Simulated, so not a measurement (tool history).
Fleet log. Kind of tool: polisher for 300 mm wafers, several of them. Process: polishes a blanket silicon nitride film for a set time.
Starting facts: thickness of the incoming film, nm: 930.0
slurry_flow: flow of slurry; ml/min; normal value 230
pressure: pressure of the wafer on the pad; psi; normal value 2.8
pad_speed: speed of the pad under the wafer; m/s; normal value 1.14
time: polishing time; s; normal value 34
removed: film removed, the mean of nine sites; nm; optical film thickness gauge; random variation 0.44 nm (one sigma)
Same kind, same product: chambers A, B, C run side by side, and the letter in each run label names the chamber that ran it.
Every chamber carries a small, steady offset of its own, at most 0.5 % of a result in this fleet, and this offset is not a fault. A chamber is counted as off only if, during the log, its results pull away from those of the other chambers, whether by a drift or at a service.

run	hour	slurry_flow	pressure	pad_speed	time	wafers polished on this pad	hours since the slurry nozzle was cleaned	hours since the head pressure was calibrated	removed
# hour 4.6: chamber C: worn pad replaced by a new one
1A	12.8	230	2.8	1.14	34	863	212.4	537.3	43.395
# hour 14.9: chamber B: worn pad replaced by a new one
2B	23.9	230	2.8	1.14	34	130	220.9	57.1	44.099
3C	35.5	230	2.8	1.14	34	447	222.2	256.7	44.028
# hour 42.2: chamber A: worn pad replaced by a new one
4B	46.5	230	2.8	1.14	34	457	243.5	79.7	43.809
5A	58.2	230	2.8	1.14	34	231	257.8	582.7	43.614
# hour 68.7: chamber B: worn pad replaced by a new one
6C	68.7	230	2.8	1.14	34	927	255.4	289.9	43.440
7B	81.1	230	2.8	1.14	34	180	278.1	114.3	43.965
# hour 85.0: chamber C: worn pad replaced by a new one
8C	89.6	230	2.1	1.14	42	67	276.3	310.8	40.822
9A	95.3	230	2.1	1.14	42	768	294.9	619.8	39.753
10C	107.4	230	2.1	1.14	42	324	294.1	328.6	41.195
# hour 108.9: chamber A: head pressure recalibrated
# hour 112.5: chamber A: worn pad replaced by a new one
11B	120.4	230	2.8	1.14	34	748	317.4	153.6	43.928
12A	128.0	230	2.8	1.14	34	225	327.6	19.1	43.268
# hour 128.6: chamber B: worn pad replaced by a new one
13C	136.8	230	2.8	1.14	34	750	323.5	358.0	43.427
# hour 139.4: chamber C: slurry nozzle cleaned
14A	142.8	230	2.8	1.14	34	439	342.4	33.9	44.361
15B	154.8	230	2.8	1.14	34	379	351.8	188.0	43.157
16B	165.4	230	2.8	1.14	34	533	362.4	198.6	43.754
17A	176.1	280	2.8	1.14	34	920	375.7	67.2	44.914
# hour 180.4: chamber C: worn pad replaced by a new one
18C	184.4	280	2.8	1.14	34	59	45.1	405.6	42.765
# hour 186.4: chamber A: worn pad replaced by a new one
# hour 192.1: chamber B: worn pad replaced by a new one
19C	193.9	280	2.8	1.14	34	196	54.6	415.1	43.168
20B	203.1	230	2.8	1.14	34	159	400.1	236.3	43.757
21A	208.9	230	2.8	1.14	34	326	408.5	100.0	43.910
22B	217.7	230	2.8	1.14	34	370	414.7	250.9	44.278
23C	225.8	230	2.8	1.14	34	657	86.5	447.0	41.507
24A	236.2	230	2.8	1.14	34	721	435.8	127.3	43.307
# hour 239.9: chamber B: slurry nozzle cleaned
25C	242.2	230	2.8	1.14	34	895	102.9	463.4	41.378
26B	251.9	230	2.8	1.14	34	865	12.1	285.1	43.473
# hour 257.1: chamber B: worn pad replaced by a new one
27A	258.9	230	2.8	1.14	34	1049	458.5	150.0	43.721
28C	267.3	230	2.8	1.14	34	1258	128.0	488.5	40.896
# hour 273.1: chamber A: worn pad replaced by a new one
29A	275.6	230	3.1	1.38	34	36	475.2	166.7	56.264
30B	283.6	230	3.1	1.38	34	384	43.8	316.8	56.512

Next, all 3 chambers run the settings below, one line each with question marks for the results. What does each chamber give?
31A	293.0	230	2.4	1.14	34				?
31B	293.0	230	2.4	1.14	34				?
31C	293.0	230	2.4	1.14	34				?

run	removed
31A	37.401
31B	37.161
31C	34.530
